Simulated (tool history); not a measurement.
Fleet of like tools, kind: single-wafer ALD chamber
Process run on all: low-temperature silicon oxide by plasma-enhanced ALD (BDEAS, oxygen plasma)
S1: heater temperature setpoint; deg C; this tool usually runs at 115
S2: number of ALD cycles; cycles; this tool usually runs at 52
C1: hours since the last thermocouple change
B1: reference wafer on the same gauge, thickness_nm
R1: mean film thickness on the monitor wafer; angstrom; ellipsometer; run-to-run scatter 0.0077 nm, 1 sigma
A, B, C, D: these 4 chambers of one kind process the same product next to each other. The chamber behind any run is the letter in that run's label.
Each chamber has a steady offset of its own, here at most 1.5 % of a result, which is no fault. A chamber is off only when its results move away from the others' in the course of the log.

| run | hour | S1 | S2 | C1 | B1 | R1 |
|---|---|---|---|---|---|---|
| 1A | 5.7 | 115 | 52 | 2535.4 | 6.3532 | 72.366 |
| 2D | 11.2 | 115 | 52 | 1625.1 | 6.3530 | 73.061 |
| 3C | 14.7 | 115 | 52 | 2382.8 | 6.3523 | 72.437 |
| 4B | 19.0 | 115 | 52 | 248.0 | 6.3518 | 71.877 |
| 5A | 23.2 | 115 | 52 | 2552.9 | 6.3532 | 72.499 |
| 6C | 30.5 | 115 | 52 | 2398.6 | 6.3563 | 72.458 |
| 7B | 35.2 | 115 | 52 | 264.2 | 6.3559 | 71.963 |
| 8D | 42.9 | 115 | 52 | 1656.8 | 6.3582 | 73.083 |
| 9C | 46.9 | 129 | 57 | 2415.0 | 6.3616 | 77.488 |
| 10D | 51.9 | 129 | 57 | 1665.8 | 6.3591 | 78.093 |
| 11A | 56.8 | 129 | 57 | 2586.5 | 6.3590 | 77.378 |
| 12B | 62.5 | 129 | 57 | 291.5 | 6.3615 | 76.840 |
| 13D | 69.2 | 115 | 52 | 1683.1 | 6.3632 | 73.119 |
| 14C | 72.6 | 121 | 58 | 2440.7 | 6.3625 | 80.159 |
|  | 75.7 | chamber C: thermocouple changed; heater temperature recalibrated |
| 15A | 77.4 | 121 | 58 | 2607.1 | 6.3657 | 80.019 |
| 16B | 82.5 | 121 | 58 | 311.5 | 6.3656 | 79.512 |
| 17D | 88.9 | 121 | 58 | 1702.8 | 6.3645 | 80.783 |
| 18A | 96.7 | 115 | 52 | 2626.4 | 6.3673 | 72.602 |
| 19B | 102.7 | 115 | 52 | 331.7 | 6.3677 | 72.150 |
| 20C | 109.0 | 115 | 52 | 33.4 | 6.3698 | 72.715 |
| 21C | 113.9 | 115 | 52 | 38.3 | 6.3719 | 72.672 |
| 22B | 120.7 | 115 | 52 | 349.7 | 6.3719 | 72.193 |
| 23A | 127.4 | 102 | 56 | 2657.1 | 6.3723 | 80.158 |
| 24D | 130.9 | 102 | 56 | 1744.8 | 6.3759 | 80.725 |
| 25A | 135.1 | 102 | 56 | 2664.8 | 6.3751 | 80.077 |
| 26C | 141.7 | 102 | 56 | 66.1 | 6.3758 | 80.279 |
| 27D | 148.9 | 115 | 52 | 1762.8 | 6.3768 | 73.369 |

Predict what each chamber gives when all 4 of them run the settings below next.
| 28A | 154.5 | 126 | 52 |  |  | ? |
| 28B | 154.5 | 126 | 52 |  |  | ? |
| 28C | 154.5 | 126 | 52 |  |  | ? |
| 28D | 154.5 | 126 | 52 |  |  | ? |

| run | R1 |
|---|---|
| 28A | 71.256 |
| 28B | 70.642 |
| 28C | 71.146 |
| 28D | 71.876 |
